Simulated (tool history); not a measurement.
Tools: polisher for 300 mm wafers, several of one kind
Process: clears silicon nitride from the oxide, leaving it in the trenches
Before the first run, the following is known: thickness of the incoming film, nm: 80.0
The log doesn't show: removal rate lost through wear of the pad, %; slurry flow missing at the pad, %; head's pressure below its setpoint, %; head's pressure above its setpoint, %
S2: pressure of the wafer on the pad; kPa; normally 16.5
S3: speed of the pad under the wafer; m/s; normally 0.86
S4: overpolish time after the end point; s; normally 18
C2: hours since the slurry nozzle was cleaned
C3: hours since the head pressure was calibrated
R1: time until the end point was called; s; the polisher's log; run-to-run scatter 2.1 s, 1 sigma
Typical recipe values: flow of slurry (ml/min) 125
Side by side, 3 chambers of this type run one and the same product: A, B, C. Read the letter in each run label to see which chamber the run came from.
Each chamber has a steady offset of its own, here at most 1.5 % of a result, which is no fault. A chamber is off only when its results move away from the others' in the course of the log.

Run 1C, hour 4.2: usual settings; wafers polished on this pad 446; C2 296.7; C3 556.4. Result: R1 132.66 s.
Run 2B, hour 8.4: usual settings; wafers polished on this pad 377; C2 444.3; C3 415. Result: R1 126.16 s.
Run 3A, hour 12.6: usual settings; wafers polished on this pad 98; C2 258.3; C3 101.8. Result: R1 130.81 s.
At hour 13.5: chamber A: slurry nozzle cleaned.
Run 4B, hour 17.4: usual settings; wafers polished on this pad 436; C2 453.3; C3 424. Result: R1 128.88 s.
Run 5C, hour 22: usual settings; wafers polished on this pad 563; C2 314.5; C3 574.2. Result: R1 129.6 s.
Run 6A, hour 25.7: usual settings; wafers polished on this pad 185; C2 12.3; C3 114.9. Result: R1 131.61 s.
Run 7C, hour 30.6: usual settings; wafers polished on this pad 620; C2 323.1; C3 582.8. Result: R1 128.59 s.
Run 8B, hour 34.8: usual settings but flow of slurry (ml/min) 140, S2 19.3 kPa; wafers polished on this pad 552; C2 470.7; C3 441.4. Result: R1 106.93 s.
Run 9A, hour 40.1: usual settings but flow of slurry (ml/min) 140, S2 19.3 kPa; wafers polished on this pad 280; C2 26.7; C3 129.3. Result: R1 107.62 s.
Run 10B, hour 42.8: usual settings but flow of slurry (ml/min) 140, S2 19.3 kPa; wafers polished on this pad 604; C2 478.7; C3 449.4. Result: R1 106.74 s.
Run 11A, hour 46.9: usual settings; wafers polished on this pad 325; C2 33.5; C3 136.1. Result: R1 129.28 s.
Run 12C, hour 52.1: usual settings; wafers polished on this pad 763; C2 344.6; C3 604.3. Result: R1 132.77 s.
Run 13C, hour 56.5: usual settings; wafers polished on this pad 792; C2 349; C3 608.7. Result: R1 129.69 s.
Run 14A, hour 61.7: usual settings but S2 19.3 kPa; wafers polished on this pad 423; C2 48.3; C3 150.9. Result: R1 114.54 s.
Run 15B, hour 65.4: usual settings but S2 19.3 kPa; wafers polished on this pad 754; C2 501.3; C3 472. Result: R1 107.77 s.
Run 16A, hour 68: usual settings but S2 19.3 kPa; wafers polished on this pad 465; C2 54.6; C3 157.2. Result: R1 113.71 s.
Run 17B, hour 71.5: usual settings; wafers polished on this pad 794; C2 507.4; C3 478.1. Result: R1 129.67 s.
Run 18C, hour 74.9: usual settings; wafers polished on this pad 913; C2 367.4; C3 627.1. Result: R1 131.87 s.
Run 19B, hour 78.8: usual settings; wafers polished on this pad 843; C2 514.7; C3 485.4. Result: R1 127.89 s.
At hour 79.5: chamber B: worn pad replaced by a new one.
Run 20C, hour 83.2: usual settings but flow of slurry (ml/min) 150; wafers polished on this pad 968; C2 375.7; C3 635.4. Result: R1 123.9 s.
Run 21A, hour 85.5: usual settings but flow of slurry (ml/min) 150; wafers polished on this pad 580; C2 72.1; C3 174.7. Result: R1 129.79 s.
Run 22A, hour 88.1: usual settings but flow of slurry (ml/min) 150; wafers polished on this pad 598; C2 74.7; C3 177.3. Result: R1 132.09 s.
Run 23B, hour 90.7: usual settings; wafers polished on this pad 74; C2 526.6; C3 497.3. Result: R1 131.17 s.
Run 24C, hour 95.4: usual settings but S2 12.4 kPa, S4 12 s; wafers polished on this pad 1049; C2 387.9; C3 647.6. Result: R1 175.01 s.
Run 25B, hour 100.6: usual settings but S2 12.4 kPa, S4 12 s; wafers polished on this pad 140; C2 536.5; C3 507.2. Result: R1 172.37 s.
Run 26C, hour 103.8: usual settings but S2 12.4 kPa, S4 12 s; wafers polished on this pad 1105; C2 396.3; C3 656. Result: R1 178.73 s.
Run 27A, hour 107.3: usual settings but S3 0.68 m/s; wafers polished on this pad 725; C2 93.9; C3 196.5. Result: R1 178.08 s.
Run 28B, hour 109.7: usual settings but S3 0.68 m/s; wafers polished on this pad 200; C2 545.6; C3 516.3. Result: R1 155.78 s.
At hour 111.6: chamber C: worn pad replaced by a new one.
Run 29C, hour 113.2: usual settings but S3 0.68 m/s; wafers polished on this pad 10; C2 405.7; C3 665.4. Result: R1 166.87 s.
Run 30A, hour 118.4: usual settings; wafers polished on this pad 798; C2 105; C3 207.6. Result: R1 138.3 s.
Run 31B, hour 120.9: usual settings; wafers polished on this pad 274; C2 556.8; C3 527.5. Result: R1 124.66 s.
At hour 121.2: chamber C: slurry nozzle cleaned.
Run 32C, hour 124.4: usual settings; wafers polished on this pad 84; C2 3.3; C3 676.6. Result: R1 132.29 s.
Run 33A, hour 129.3: usual settings; wafers polished on this pad 870; C2 115.9; C3 218.5. Result: R1 138.2 s.
Run 34B, hour 132.8: usual settings but S2 18.6 kPa, S4 8 s; wafers polished on this pad 353; C2 568.7; C3 539.4. Result: R1 115.79 s.
Run 35A, hour 135.9: usual settings but S2 18.6 kPa, S4 8 s; wafers polished on this pad 914; C2 122.5; C3 225.1. Result: R1 124.87 s.

Does one chamber stand apart from the rest, does the shared gauge drift, or is all well apart from small per-chamber offsets? Give the chamber and the most likely cause, where there is one.

One chamber, A, drifts off from the rest bit by bit.
Most likely cause: head's pressure below its setpoint, % = 9.27.
The log may not tell that from: removal rate lost through wear of the pad, %.

Which of the 4 candidates below, each the usual settings with something changed and its results left as question marks, puts chamber A back in line with what the other chambers give on the usual settings?
Counts as in line when no further than this from what the other chambers average on the usual settings: R1 7.5 s
Run 36A-1, hour 139.7: usual settings but S2 17.2 kPa, S3 0.9 m/s. Result: R1 ?.
Run 36A-2, hour 139.7: usual settings but S2 17.9 kPa, S3 0.96 m/s. Result: R1 ?.
Run 36A-3, hour 139.7: usual settings but flow of slurry (ml/min) 120, S2 15.2 kPa, S3 0.78 m/s. Result: R1 ?.
Run 36A-4, hour 139.7: usual settings but flow of slurry (ml/min) 120, S2 15.2 kPa. Result: R1 ?.

Mean of the other chambers on the usual settings: R1 129.25 s
  run      R1
36A-1  130.17
36A-2  117.36
36A-3     172
36A-4  155.92
It is 36A-1 that realigns the chamber with its peers.

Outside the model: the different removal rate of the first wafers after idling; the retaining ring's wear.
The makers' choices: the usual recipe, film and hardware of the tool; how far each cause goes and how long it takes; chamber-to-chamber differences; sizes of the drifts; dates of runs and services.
